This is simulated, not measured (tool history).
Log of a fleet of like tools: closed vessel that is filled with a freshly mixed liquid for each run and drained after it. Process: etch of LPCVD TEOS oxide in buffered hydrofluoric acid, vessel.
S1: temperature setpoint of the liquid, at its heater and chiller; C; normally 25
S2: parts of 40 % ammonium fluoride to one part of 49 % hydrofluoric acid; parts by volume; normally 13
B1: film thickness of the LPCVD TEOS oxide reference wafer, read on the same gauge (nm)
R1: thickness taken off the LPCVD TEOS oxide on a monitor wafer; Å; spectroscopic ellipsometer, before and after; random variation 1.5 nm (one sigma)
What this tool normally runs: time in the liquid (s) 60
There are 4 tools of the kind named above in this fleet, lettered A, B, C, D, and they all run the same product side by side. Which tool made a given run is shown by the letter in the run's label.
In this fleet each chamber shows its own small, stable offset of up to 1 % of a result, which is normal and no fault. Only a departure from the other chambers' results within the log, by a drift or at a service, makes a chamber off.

run 1B hour=7.6 | S1=25 S2=13 time_in_the_liquid_(s)=60 | B1=140.02 | R1=2250.7
run 2D hour=18.1 | S1=25 S2=13 time_in_the_liquid_(s)=60 | B1=139.96 | R1=2311.9
run 3A hour=29.9 | S1=25 S2=13 time_in_the_liquid_(s)=60 | B1=140.00 | R1=2269.8
-- hour=35.4 chamber D: hydrofluoric acid flow meter replaced
run 4C hour=36.4 | S1=25 S2=13 time_in_the_liquid_(s)=60 | B1=140.01 | R1=2249.6
run 5C hour=43.4 | S1=25 S2=13 time_in_the_liquid_(s)=60 | B1=139.99 | R1=2214.1
run 6B hour=49.1 | S1=25 S2=13 time_in_the_liquid_(s)=60 | B1=139.98 | R1=2244.9
run 7D hour=55.6 | S1=25 S2=13 time_in_the_liquid_(s)=60 | B1=140.05 | R1=2296.2
run 8A hour=64.0 | S1=25 S2=13 time_in_the_liquid_(s)=60 | B1=140.00 | R1=2260.6
run 9D hour=76.2 | S1=25 S2=13 time_in_the_liquid_(s)=60 | B1=140.02 | R1=2281.1
-- hour=83.2 chamber C: thermometer replaced
run 10B hour=86.6 | S1=25 S2=13 time_in_the_liquid_(s)=60 | B1=139.98 | R1=2280.7
run 11C hour=94.0 | S1=25 S2=13 time_in_the_liquid_(s)=60 | B1=140.00 | R1=2255.3
run 12A hour=104.4 | S1=25 S2=13 time_in_the_liquid_(s)=60 | B1=140.05 | R1=2228.5
run 13B hour=116.8 | S1=25 S2=13 time_in_the_liquid_(s)=60 | B1=139.96 | R1=2246.0
-- hour=121.9 chamber C: hydrofluoric acid flow meter replaced
run 14D hour=127.1 | S1=25 S2=13 time_in_the_liquid_(s)=60 | B1=140.00 | R1=2266.5
run 15A hour=137.1 | S1=25 S2=13 time_in_the_liquid_(s)=60 | B1=140.01 | R1=2241.2
run 16C hour=148.3 | S1=23 S2=13 time_in_the_liquid_(s)=60 | B1=139.98 | R1=2007.7
run 17C hour=157.8 | S1=23 S2=13 time_in_the_liquid_(s)=60 | B1=139.98 | R1=2011.2
run 18B hour=167.9 | S1=23 S2=13 time_in_the_liquid_(s)=60 | B1=140.09 | R1=2036.6
run 19A hour=173.6 | S1=23 S2=13 time_in_the_liquid_(s)=60 | B1=139.96 | R1=2008.9
run 20D hour=184.3 | S1=25 S2=13 time_in_the_liquid_(s)=60 | B1=140.02 | R1=2287.8
run 21D hour=192.4 | S1=25 S2=13 time_in_the_liquid_(s)=60 | B1=139.93 | R1=2280.1
run 22B hour=199.4 | S1=25 S2=13 time_in_the_liquid_(s)=60 | B1=140.05 | R1=2269.5
run 23A hour=208.7 | S1=25 S2=9 time_in_the_liquid_(s)=35 | B1=139.99 | R1=1787.1
run 24C hour=220.6 | S1=25 S2=9 time_in_the_liquid_(s)=35 | B1=140.08 | R1=1833.7
run 25D hour=229.7 | S1=25 S2=9 time_in_the_liquid_(s)=35 | B1=139.95 | R1=1830.3
run 26A hour=237.8 | S1=25 S2=9 time_in_the_liquid_(s)=35 | B1=140.00 | R1=1779.5
run 27B hour=247.7 | S1=25 S2=13 time_in_the_liquid_(s)=60 | B1=140.04 | R1=2235.7
run 28C hour=255.2 | S1=25 S2=13 time_in_the_liquid_(s)=60 | B1=139.94 | R1=2273.7
run 29A hour=265.0 | S1=25 S2=13 time_in_the_liquid_(s)=60 | B1=140.02 | R1=2188.2
run 30D hour=273.1 | S1=25 S2=13 time_in_the_liquid_(s)=60 | B1=140.03 | R1=2239.1
run 31B hour=278.7 | S1=25 S2=13 time_in_the_liquid_(s)=60 | B1=139.97 | R1=2260.9
run 32C hour=289.5 | S1=25 S2=13 time_in_the_liquid_(s)=60 | B1=139.96 | R1=2256.3
run 33C hour=301.6 | S1=25 S2=9 time_in_the_liquid_(s)=60 | B1=139.97 | R1=3178.9
run 34A hour=312.7 | S1=25 S2=9 time_in_the_liquid_(s)=60 | B1=139.98 | R1=3007.6
run 35B hour=322.4 | S1=25 S2=9 time_in_the_liquid_(s)=60 | B1=140.00 | R1=3094.8
run 36D hour=332.8 | S1=25 S2=9 time_in_the_liquid_(s)=60 | B1=140.02 | R1=3146.9
run 37A hour=341.2 | S1=25 S2=13 time_in_the_liquid_(s)=60 | B1=140.01 | R1=2159.9
run 38C hour=349.9 | S1=25 S2=13 time_in_the_liquid_(s)=60 | B1=139.99 | R1=2270.8

Next, all 4 chambers run the settings below, one line each with question marks for the results. What does each chamber give?
run 39A hour=359.2 | S1=25 S2=15 time_in_the_liquid_(s)=60 | R1=?
run 39B hour=359.2 | S1=25 S2=15 time_in_the_liquid_(s)=60 | R1=?
run 39C hour=359.2 | S1=25 S2=15 time_in_the_liquid_(s)=60 | R1=?
run 39D hour=359.2 | S1=25 S2=15 time_in_the_liquid_(s)=60 | R1=?

run=39A R1=1870.3
run=39B R1=1962.3
run=39C R1=1976.2
run=39D R1=1988.3
